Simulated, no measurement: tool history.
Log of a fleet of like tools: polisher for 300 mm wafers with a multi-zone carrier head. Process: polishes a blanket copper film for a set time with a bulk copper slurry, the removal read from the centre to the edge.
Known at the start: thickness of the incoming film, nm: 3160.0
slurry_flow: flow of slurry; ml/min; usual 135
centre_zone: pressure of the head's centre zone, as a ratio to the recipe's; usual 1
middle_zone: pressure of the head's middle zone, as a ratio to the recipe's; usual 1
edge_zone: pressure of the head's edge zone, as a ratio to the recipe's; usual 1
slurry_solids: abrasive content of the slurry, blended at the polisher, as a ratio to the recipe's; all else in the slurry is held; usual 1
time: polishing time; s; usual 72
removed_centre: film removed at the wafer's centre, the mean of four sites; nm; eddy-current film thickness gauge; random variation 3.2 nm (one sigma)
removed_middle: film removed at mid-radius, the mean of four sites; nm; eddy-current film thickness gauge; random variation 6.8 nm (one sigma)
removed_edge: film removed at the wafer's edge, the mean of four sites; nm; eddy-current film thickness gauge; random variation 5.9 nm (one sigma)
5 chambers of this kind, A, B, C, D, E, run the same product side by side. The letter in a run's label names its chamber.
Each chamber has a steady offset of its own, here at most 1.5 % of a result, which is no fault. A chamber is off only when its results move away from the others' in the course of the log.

-- hour=4.8 chamber E: worn pad replaced by a new one
run 1A hour=7.2 | slurry_flow=135 centre_zone=1 middle_zone=1 edge_zone=1 slurry_solids=1 time=72 | removed_centre=518.82 removed_middle=526.61 removed_edge=520.75
-- hour=11.1 chamber B: worn pad replaced by a new one
-- hour=16.5 chamber C: worn pad replaced by a new one
run 2E hour=18.1 | slurry_flow=135 centre_zone=1 middle_zone=1 edge_zone=1 slurry_solids=1 time=72 | removed_centre=522.28 removed_middle=527.33 removed_edge=520.65
run 3C hour=25.5 | slurry_flow=135 centre_zone=1 middle_zone=1 edge_zone=1 slurry_solids=1 time=72 | removed_centre=519.38 removed_middle=528.92 removed_edge=525.39
run 4D hour=36.6 | slurry_flow=135 centre_zone=1 middle_zone=1 edge_zone=1 slurry_solids=1 time=72 | removed_centre=521.34 removed_middle=522.89 removed_edge=516.15
run 5B hour=46.1 | slurry_flow=135 centre_zone=1 middle_zone=1 edge_zone=1 slurry_solids=1 time=72 | removed_centre=525.22 removed_middle=528.71 removed_edge=514.13
run 6C hour=56.7 | slurry_flow=135 centre_zone=1 middle_zone=1 edge_zone=1 slurry_solids=1 time=72 | removed_centre=515.15 removed_middle=518.02 removed_edge=514.29
-- hour=61.2 chamber A: worn pad replaced by a new one
run 7A hour=62.5 | slurry_flow=135 centre_zone=1 middle_zone=1 edge_zone=1 slurry_solids=1 time=72 | removed_centre=515.15 removed_middle=514.86 removed_edge=513.8
run 8B hour=68.4 | slurry_flow=135 centre_zone=1 middle_zone=1 edge_zone=1 slurry_solids=1 time=72 | removed_centre=517.74 removed_middle=518.53 removed_edge=514.53
run 9E hour=77.6 | slurry_flow=135 centre_zone=1 middle_zone=1 edge_zone=1 slurry_solids=1 time=72 | removed_centre=519.79 removed_middle=533.13 removed_edge=523.34
run 10D hour=89.8 | slurry_flow=135 centre_zone=1 middle_zone=1 edge_zone=1 slurry_solids=1 time=72 | removed_centre=518.58 removed_middle=512.86 removed_edge=526.54
-- hour=99 chamber C: worn pad replaced by a new one
run 11A hour=102.2 | slurry_flow=135 centre_zone=1 middle_zone=0.94 edge_zone=1 slurry_solids=1 time=72 | removed_centre=515.18 removed_middle=488.05 removed_edge=512.89
run 12C hour=109.7 | slurry_flow=135 centre_zone=1 middle_zone=0.94 edge_zone=1 slurry_solids=1 time=72 | removed_centre=520.15 removed_middle=506.15 removed_edge=524.32
-- hour=112.1 chamber E: worn pad replaced by a new one
-- hour=113.8 chamber D: worn pad replaced by a new one
run 13D hour=115.9 | slurry_flow=135 centre_zone=1 middle_zone=0.94 edge_zone=1 slurry_solids=1 time=72 | removed_centre=520.55 removed_middle=483.79 removed_edge=532.3
-- hour=119.4 chamber A: worn pad replaced by a new one
run 14B hour=122.6 | slurry_flow=135 centre_zone=1 middle_zone=0.94 edge_zone=1 slurry_solids=1 time=72 | removed_centre=519.5 removed_middle=483.34 removed_edge=515.06
run 15E hour=129.6 | slurry_flow=135 centre_zone=1 middle_zone=0.94 edge_zone=1 slurry_solids=1 time=72 | removed_centre=530.1 removed_middle=487.88 removed_edge=510.07
run 16E hour=137 | slurry_flow=135 centre_zone=1 middle_zone=1 edge_zone=1 slurry_solids=1 time=72 | removed_centre=529.1 removed_middle=516.04 removed_edge=522.64
run 17C hour=147.9 | slurry_flow=135 centre_zone=1 middle_zone=1 edge_zone=1 slurry_solids=1 time=72 | removed_centre=517.72 removed_middle=527.09 removed_edge=510.61
-- hour=148.8 chamber D: edge zone pressure recalibrated
run 18D hour=156.3 | slurry_flow=135 centre_zone=1 middle_zone=1 edge_zone=1 slurry_solids=1 time=72 | removed_centre=522.81 removed_middle=525.55 removed_edge=530.9
run 19A hour=165.2 | slurry_flow=135 centre_zone=1 middle_zone=1 edge_zone=1 slurry_solids=1 time=72 | removed_centre=514.8 removed_middle=536.88 removed_edge=517.13
-- hour=166.3 chamber C: worn pad replaced by a new one
-- hour=166.8 chamber D: slurry nozzle cleaned
run 20B hour=174.6 | slurry_flow=135 centre_zone=1 middle_zone=1 edge_zone=1 slurry_solids=1 time=72 | removed_centre=516.99 removed_middle=532.38 removed_edge=519.2
run 21A hour=181.2 | slurry_flow=135 centre_zone=1 middle_zone=1 edge_zone=1 slurry_solids=1 time=72 | removed_centre=512.49 removed_middle=512.22 removed_edge=516.65
-- hour=186.2 chamber A: worn pad replaced by a new one
run 22C hour=187.2 | slurry_flow=135 centre_zone=1 middle_zone=1 edge_zone=1 slurry_solids=1 time=72 | removed_centre=514.7 removed_middle=520.23 removed_edge=523.22
run 23B hour=194 | slurry_flow=135 centre_zone=1 middle_zone=1 edge_zone=1 slurry_solids=1 time=72 | removed_centre=516.96 removed_middle=529.8 removed_edge=520.01
-- hour=195 chamber B: worn pad replaced by a new one
run 24E hour=203.7 | slurry_flow=135 centre_zone=1 middle_zone=1 edge_zone=1 slurry_solids=1 time=91 | removed_centre=680.23 removed_middle=658.44 removed_edge=649.6
-- hour=211.3 chamber E: edge zone pressure recalibrated
run 25D hour=215.5 | slurry_flow=135 centre_zone=1 middle_zone=1 edge_zone=1 slurry_solids=1 time=91 | removed_centre=663.86 removed_middle=643.8 removed_edge=669.96
-- hour=217.2 chamber E: worn pad replaced by a new one
run 26D hour=224.8 | slurry_flow=135 centre_zone=1 middle_zone=1 edge_zone=1 slurry_solids=1 time=91 | removed_centre=658.36 removed_middle=653.83 removed_edge=651.39
run 27B hour=233.5 | slurry_flow=135 centre_zone=1 middle_zone=1 edge_zone=1 slurry_solids=1 time=91 | removed_centre=653.92 removed_middle=657.31 removed_edge=659.19
-- hour=234 chamber D: worn pad replaced by a new one
-- hour=235.3 chamber C: slurry nozzle cleaned
-- hour=236.6 chamber C: worn pad replaced by a new one
run 28A hour=240.1 | slurry_flow=135 centre_zone=1 middle_zone=1 edge_zone=1 slurry_solids=1 time=91 | removed_centre=647.77 removed_middle=655.69 removed_edge=654.53
run 29E hour=251 | slurry_flow=135 centre_zone=1 middle_zone=1 edge_zone=1 slurry_solids=1 time=72 | removed_centre=541.32 removed_middle=530.55 removed_edge=511.43
run 30C hour=257.5 | slurry_flow=135 centre_zone=1 middle_zone=1 edge_zone=1 slurry_solids=1 time=72 | removed_centre=514.03 removed_middle=513.05 removed_edge=525.59
run 31E hour=263.7 | slurry_flow=135 centre_zone=1 middle_zone=1 edge_zone=1 slurry_solids=1 time=72 | removed_centre=541.75 removed_middle=518.26 removed_edge=525.37
-- hour=264.4 chamber A: worn pad replaced by a new one
run 32A hour=272.3 | slurry_flow=135 centre_zone=1 middle_zone=1 edge_zone=1 slurry_solids=1 time=72 | removed_centre=506.12 removed_middle=525.41 removed_edge=518.17
run 33B hour=279.5 | slurry_flow=135 centre_zone=1 middle_zone=1 edge_zone=1 slurry_solids=1 time=72 | removed_centre=520.06 removed_middle=531.54 removed_edge=522.78
run 34C hour=288.7 | slurry_flow=135 centre_zone=1 middle_zone=1 edge_zone=1 slurry_solids=1 time=72 | removed_centre=516.87 removed_middle=521.11 removed_edge=524.3
run 35D hour=297.7 | slurry_flow=135 centre_zone=1 middle_zone=1 edge_zone=1.05 slurry_solids=1 time=72 | removed_centre=522.91 removed_middle=516.31 removed_edge=538.92

All 5 chambers run these settings next. Forecast each chamber's results:
run 36A hour=306.8 | slurry_flow=135 centre_zone=1 middle_zone=1 edge_zone=0.9 slurry_solids=1 time=72 | removed_centre=? removed_middle=? removed_edge=?
run 36B hour=306.8 | slurry_flow=135 centre_zone=1 middle_zone=1 edge_zone=0.9 slurry_solids=1 time=72 | removed_centre=? removed_middle=? removed_edge=?
run 36C hour=306.8 | slurry_flow=135 centre_zone=1 middle_zone=1 edge_zone=0.9 slurry_solids=1 time=72 | removed_centre=? removed_middle=? removed_edge=?
run 36D hour=306.8 | slurry_flow=135 centre_zone=1 middle_zone=1 edge_zone=0.9 slurry_solids=1 time=72 | removed_centre=? removed_middle=? removed_edge=?
run 36E hour=306.8 | slurry_flow=135 centre_zone=1 middle_zone=1 edge_zone=0.9 slurry_solids=1 time=72 | removed_centre=? removed_middle=? removed_edge=?

run=36A removed_centre=516.72 removed_middle=517.98 removed_edge=489.25
run=36B removed_centre=517.04 removed_middle=528.93 removed_edge=487.01
run=36C removed_centre=514.39 removed_middle=533.33 removed_edge=493.34
run=36D removed_centre=524.32 removed_middle=527.35 removed_edge=497.98
run=36E removed_centre=550.75 removed_middle=520.7 removed_edge=484.37
